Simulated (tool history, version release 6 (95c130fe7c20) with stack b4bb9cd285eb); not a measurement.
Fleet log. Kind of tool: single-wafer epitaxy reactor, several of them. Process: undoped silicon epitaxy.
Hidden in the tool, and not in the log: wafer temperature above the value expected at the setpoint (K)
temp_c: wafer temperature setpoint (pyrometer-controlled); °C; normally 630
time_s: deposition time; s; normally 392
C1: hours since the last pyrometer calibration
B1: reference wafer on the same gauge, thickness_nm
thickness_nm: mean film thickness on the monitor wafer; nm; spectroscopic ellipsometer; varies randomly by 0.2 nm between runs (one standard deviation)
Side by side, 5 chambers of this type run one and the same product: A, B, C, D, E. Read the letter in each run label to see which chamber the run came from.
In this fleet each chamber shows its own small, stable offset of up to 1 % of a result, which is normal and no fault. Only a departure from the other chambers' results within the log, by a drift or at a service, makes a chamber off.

Run 1E, hour 7.4: usual settings; C1 1305.7; B1 38.980. Result: thickness_nm 42.510 nm.
Run 2D, hour 19.5: usual settings; C1 117.9; B1 39.036. Result: thickness_nm 42.324 nm.
Run 3A, hour 30.3: usual settings; C1 1261.9; B1 38.995. Result: thickness_nm 42.450 nm.
Run 4B, hour 37.8: usual settings; C1 1671.3; B1 39.046. Result: thickness_nm 42.272 nm.
Run 5C, hour 50.9: usual settings; C1 540.6; B1 39.060. Result: thickness_nm 42.093 nm.
Run 6A, hour 56.7: usual settings; C1 1288.3; B1 38.989. Result: thickness_nm 42.592 nm.
Run 7D, hour 67.7: usual settings; C1 166.1; B1 39.023. Result: thickness_nm 42.565 nm.
Run 8C, hour 75.7: usual settings; C1 565.4; B1 38.994. Result: thickness_nm 41.864 nm.
Run 9E, hour 83.3: usual settings; C1 1381.6; B1 39.001. Result: thickness_nm 42.276 nm.
Run 10B, hour 94.9: usual settings; C1 1728.4; B1 39.019. Result: thickness_nm 42.709 nm.
Run 11B, hour 105.7: usual settings; C1 1739.2; B1 38.977. Result: thickness_nm 42.451 nm.
Run 12E, hour 117.8: usual settings but temp_c 637 °C; C1 1416.1; B1 38.996. Result: thickness_nm 49.964 nm.
Run 13D, hour 126.6: usual settings but temp_c 637 °C; C1 225.0; B1 38.985. Result: thickness_nm 50.095 nm.
Run 14A, hour 136.7: usual settings but temp_c 637 °C; C1 1368.3; B1 39.036. Result: thickness_nm 49.764 nm.
Run 15C, hour 148.0: usual settings but temp_c 637 °C; C1 637.7; B1 38.994. Result: thickness_nm 49.236 nm.
Run 16E, hour 155.8: usual settings but temp_c 637 °C; C1 1454.1; B1 39.020. Result: thickness_nm 49.319 nm.
Run 17D, hour 164.8: usual settings but temp_c 616 °C; C1 263.2; B1 39.004. Result: thickness_nm 30.869 nm.
At hour 169.5: chamber B: pyrometer calibrated.
Run 18C, hour 175.5: usual settings but temp_c 616 °C; C1 665.2; B1 39.002. Result: thickness_nm 30.723 nm.
Run 19B, hour 184.3: usual settings but temp_c 616 °C; C1 14.8; B1 39.015. Result: thickness_nm 30.373 nm.
At hour 184.5: chamber E: pyrometer calibrated.
At hour 194.5: chamber A: pyrometer calibrated.
Run 20A, hour 194.9: usual settings but temp_c 616 °C; C1 0.5; B1 39.015. Result: thickness_nm 30.919 nm.
Run 21A, hour 205.0: usual settings but temp_c 616 °C; C1 10.6; B1 39.011. Result: thickness_nm 30.710 nm.
Run 22E, hour 218.1: usual settings; C1 33.6; B1 39.018. Result: thickness_nm 45.388 nm.
Run 23B, hour 227.5: usual settings; C1 58.0; B1 38.984. Result: thickness_nm 41.944 nm.
Run 24C, hour 234.6: usual settings but time_s 433 s; C1 724.3; B1 39.020. Result: thickness_nm 46.686 nm.
Run 25D, hour 243.7: usual settings but time_s 433 s; C1 342.1; B1 38.976. Result: thickness_nm 46.521 nm.
Run 26D, hour 255.0: usual settings but time_s 433 s; C1 353.4; B1 38.963. Result: thickness_nm 46.918 nm.
Run 27C, hour 261.7: usual settings but time_s 433 s; C1 751.4; B1 39.000. Result: thickness_nm 46.374 nm.
Run 28E, hour 274.0: usual settings but time_s 433 s; C1 89.5; B1 39.013. Result: thickness_nm 49.397 nm.
Run 29B, hour 282.3: usual settings; C1 112.8; B1 38.965. Result: thickness_nm 42.150 nm.
Run 30A, hour 292.4: usual settings; C1 98.0; B1 39.007. Result: thickness_nm 42.454 nm.

Is one chamber out of step, is the gauge drifting, or do the chambers differ by no more than their own small offsets? For an off chamber, give its letter and the likeliest cause.

Chamber E has stood off from the others ever since a service on it.
Most likely cause: wafer temperature above the value expected at the setpoint (K) = 2.62.

Below are 4 candidate recipes for chamber E's next run, each the usual settings with a change, their results shown as question marks. Which of them brings E's results back in line with what the other chambers give on the usual settings?
Counts as in line when no further than this from what the other chambers average on the usual settings: thickness_nm 0.720 nm
Run 31E-1, hour 301.8: usual settings but temp_c 633 °C. Result: thickness_nm ?.
Run 31E-2, hour 301.8: usual settings but temp_c 626 °C, time_s 381 s. Result: thickness_nm ?.
Run 31E-3, hour 301.8: usual settings but temp_c 628 °C, time_s 386 s. Result: thickness_nm ?.
Run 31E-4, hour 301.8: usual settings but temp_c 634 °C, time_s 404 s. Result: thickness_nm ?.

What the other chambers average on the usual settings: thickness_nm 42.392 nm
  run  thickness_nm
31E-1        48.190
31E-2        40.063
31E-3        42.452
31E-4        50.776
31E-3 puts the chamber back in line with the other chambers.
